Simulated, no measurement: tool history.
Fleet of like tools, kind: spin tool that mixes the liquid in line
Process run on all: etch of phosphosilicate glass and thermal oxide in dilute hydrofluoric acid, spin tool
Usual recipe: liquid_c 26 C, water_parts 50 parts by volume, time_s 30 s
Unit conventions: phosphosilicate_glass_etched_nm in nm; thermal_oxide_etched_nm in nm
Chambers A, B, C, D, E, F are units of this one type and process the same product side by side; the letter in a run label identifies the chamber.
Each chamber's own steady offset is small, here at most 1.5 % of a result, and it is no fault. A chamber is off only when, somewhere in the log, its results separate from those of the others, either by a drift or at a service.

| run | hour | liquid_c | water_parts | time_s | read-back film thickness of the phosphosilicate glass reference wafer, read on the same gauge (nm) | read-back film thickness of the thermal oxide reference wafer, read on the same gauge (nm) | phosphosilicate_glass_etched_nm | thermal_oxide_etched_nm |
|---|---|---|---|---|---|---|---|---|
| 1E | 11.3 | 26 | 50 | 30 | 149.99 | 110 | 74.149 | 3.4713 |
| 2F | 21.2 | 26 | 50 | 30 | 150.01 | 110.03 | 75.315 | 3.5138 |
| 3D | 32.2 | 26 | 50 | 30 | 149.98 | 110.03 | 75.381 | 3.5325 |
| 4C | 45.2 | 26 | 50 | 30 | 150.01 | 110.01 | 74.923 | 3.5213 |
| 5B | 59.8 | 24 | 50 | 30 | 149.99 | 110.01 | 68.476 | 3.2763 |
| 6A | 72.8 | 24 | 50 | 30 | 150.02 | 110.02 | 68.291 | 3.2735 |
| 7A | 87.6 | 24 | 50 | 30 | 149.99 | 110.01 | 68.704 | 3.2737 |
| 8C | 97.2 | 24 | 50 | 30 | 150 | 109.98 | 69.046 | 3.2625 |
| 9F | 106.2 | 24 | 50 | 30 | 150.02 | 110 | 69.549 | 3.2163 |
| 10D | 116.3 | 24 | 50 | 30 | 150.03 | 109.98 | 69.189 | 3.2235 |
| 11E | 122.9 | 26 | 50 | 30 | 150 | 109.98 | 75.163 | 3.4971 |
| 12B | 129.9 | 26 | 50 | 30 | 150.04 | 110.03 | 74.556 | 3.5079 |
| 13F | 141.9 | 26 | 50 | 30 | 149.99 | 109.99 | 75.912 | 3.5083 |
| 14C | 151.2 | 26 | 50 | 30 | 150.03 | 110.02 | 74.456 | 3.5555 |
| 15D | 163.6 | 26 | 50 | 30 | 149.96 | 109.99 | 74.473 | 3.5127 |
| 16B | 172.8 | 23 | 65 | 30 | 149.99 | 110.01 | 49.522 | 2.3685 |
| 17E | 182.6 | 23 | 65 | 30 | 150.01 | 109.99 | 49.404 | 2.3081 |
|  | 184.6 | chamber A: thermometer replaced |
| 18A | 192.7 | 23 | 65 | 30 | 150.02 | 109.98 | 49.622 | 2.3904 |
| 19B | 199.5 | 23 | 65 | 30 | 149.98 | 110.04 | 49.5 | 2.3343 |
| 20A | 209.1 | 23 | 65 | 30 | 150.02 | 110 | 49.62 | 2.352 |
| 21F | 218 | 23 | 65 | 30 | 150.03 | 109.99 | 50.838 | 2.324 |
| 22E | 229.5 | 26 | 50 | 30 | 150.02 | 109.97 | 74.79 | 3.4726 |
| 23C | 241 | 26 | 50 | 30 | 149.98 | 109.99 | 74.841 | 3.5666 |
| 24D | 250.8 | 26 | 50 | 30 | 150.05 | 110 | 75.584 | 3.5261 |
| 25B | 265.7 | 26 | 50 | 30 | 150 | 110.01 | 74.647 | 3.5011 |
| 26D | 275.9 | 26 | 50 | 30 | 150.02 | 110.03 | 74.887 | 3.5353 |
| 27E | 283.4 | 26 | 70 | 30 | 149.99 | 110 | 51.81 | 2.42 |
|  | 291.2 | chamber B: hydrofluoric acid flow meter replaced |
|  | 293.6 | chamber C: hydrofluoric acid flow meter replaced |
| 28F | 294.1 | 26 | 70 | 30 | 149.96 | 110.02 | 52.774 | 2.4418 |
| 29C | 303.4 | 26 | 70 | 30 | 150 | 110.01 | 51.795 | 2.478 |
| 30A | 311.7 | 26 | 70 | 30 | 150.03 | 109.98 | 51.816 | 2.4585 |
| 31C | 322 | 26 | 70 | 30 | 149.97 | 110 | 51.943 | 2.4332 |
| 32E | 333.2 | 26 | 70 | 30 | 149.98 | 109.99 | 51.86 | 2.4119 |
| 33D | 347.1 | 21.5 | 50 | 15 | 150.01 | 109.97 | 31.203 | 1.4706 |
| 34F | 361.7 | 21.5 | 50 | 15 | 149.99 | 110 | 31.497 | 1.4491 |
| 35B | 371.1 | 21.5 | 50 | 15 | 150 | 110.01 | 31.089 | 1.4713 |
| 36A | 381.7 | 21.5 | 50 | 15 | 150.03 | 109.99 | 30.899 | 1.4685 |
| 37F | 392.4 | 21.5 | 50 | 15 | 150.04 | 109.99 | 31.531 | 1.4552 |
| 38D | 407 | 21.5 | 50 | 15 | 149.98 | 110.02 | 31.145 | 1.461 |
| 39A | 415.6 | 26 | 50 | 30 | 149.97 | 109.96 | 74.921 | 3.565 |
| 40E | 424.6 | 26 | 50 | 30 | 150 | 109.97 | 74.467 | 3.4809 |
| 41C | 437 | 26 | 50 | 30 | 150 | 109.98 | 75.199 | 3.5258 |
| 42B | 449.1 | 26 | 50 | 30 | 149.99 | 109.99 | 74.479 | 3.5066 |

Does one chamber stand apart from the rest, does the shared gauge drift, or is all well apart from small per-chamber offsets? Give the chamber and the most likely cause, where there is one.

Nothing is wrong: each chamber keeps only its own small, steady offset and the gauge holds still.
